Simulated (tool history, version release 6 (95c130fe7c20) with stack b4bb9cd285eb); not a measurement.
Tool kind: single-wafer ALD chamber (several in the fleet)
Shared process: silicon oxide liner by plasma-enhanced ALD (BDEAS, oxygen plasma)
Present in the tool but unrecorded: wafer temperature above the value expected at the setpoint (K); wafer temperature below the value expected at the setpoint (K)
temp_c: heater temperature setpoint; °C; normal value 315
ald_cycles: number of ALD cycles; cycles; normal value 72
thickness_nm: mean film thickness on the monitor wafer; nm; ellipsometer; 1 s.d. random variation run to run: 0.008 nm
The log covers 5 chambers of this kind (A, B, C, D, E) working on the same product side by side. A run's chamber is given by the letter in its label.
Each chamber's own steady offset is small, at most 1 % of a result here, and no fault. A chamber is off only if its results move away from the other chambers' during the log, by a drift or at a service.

run,hour,temp_c,ald_cycles,hours since the last thermocouple change,"read-back reference wafer on the same gauge, thickness_nm",thickness_nm
1E,7.1,315,72,2493.9,5.3921,6.5616
2C,11.8,315,72,770,5.3899,6.5196
3B,19.9,315,72,507,5.3881,6.5827
4D,25.9,315,72,1055.3,5.3885,6.5175
5A,35.2,315,72,1177.8,5.3871,6.5708
6C,40.1,315,72,798.3,5.3864,6.5084
7A,44.9,300,67,1187.5,5.386,6.2434
8B,51.6,300,67,538.7,5.3852,6.2626
9D,61.7,300,67,1091.1,5.3849,6.1883
# hour 64.6: chamber E: thermocouple changed; heater temperature recalibrated
10E,71.5,300,67,7,5.3839,6.2394
11B,81.5,300,67,568.6,5.3819,6.2606
12A,89.2,315,72,1231.8,5.3813,6.5599
13E,97.4,315,72,32.9,5.3822,6.5835
14C,106.9,315,72,865.1,5.3803,6.5048
15D,115.6,315,72,1145,5.3818,6.5027
16D,123.5,315,72,1152.9,5.3792,6.5141
17C,132.6,315,72,890.8,5.3788,6.4899
18A,137.7,315,72,1280.3,5.3786,6.5335
19B,142.3,315,72,629.4,5.3789,6.5712
20E,153,315,72,88.5,5.3786,6.5544
21A,158.5,315,72,1301.1,5.3774,6.5595
22B,167.7,315,72,654.8,5.3751,6.5605
23D,176.7,315,72,1206.1,5.3748,6.5127
24E,187.1,315,72,122.6,5.3738,6.5488
25C,194.4,315,72,952.6,5.3754,6.4784
26C,200,315,72,958.2,5.3741,6.475
27A,209.1,315,72,1351.7,5.3738,6.5567
28E,219.8,315,72,155.3,5.372,6.5436
29D,230.3,315,72,1259.7,5.37,6.5008
30B,236,315,72,723.1,5.3719,6.5579
31E,243.5,320,58,179,5.3708,5.231
32D,248.6,320,58,1278,5.3681,5.2029
33C,253.3,320,58,1011.5,5.3692,5.1826
34A,260.3,320,58,1402.9,5.3681,5.2357
# hour 262.6: chamber C: thermocouple changed; heater temperature recalibrated
35B,268.1,320,58,755.2,5.3679,5.2326
36A,277.7,327,72,1420.3,5.3661,6.4111
37C,284.3,327,72,21.7,5.3676,6.3682
38D,291,327,72,1320.4,5.3657,6.391
39B,300.9,327,72,788,5.3659,6.4293
40E,308.3,327,72,243.8,5.3656,6.4144
41E,317.2,315,72,252.7,5.3635,6.544

What goes on in this fleet: one chamber off, a drifting gauge, or nothing beyond the chambers' own small offsets? Name the chamber and the cause, if any.

The shared gauge is drifting. All chambers look as if they move in step, but none is off.
Cause: gauge reads low (%) = 0.498.
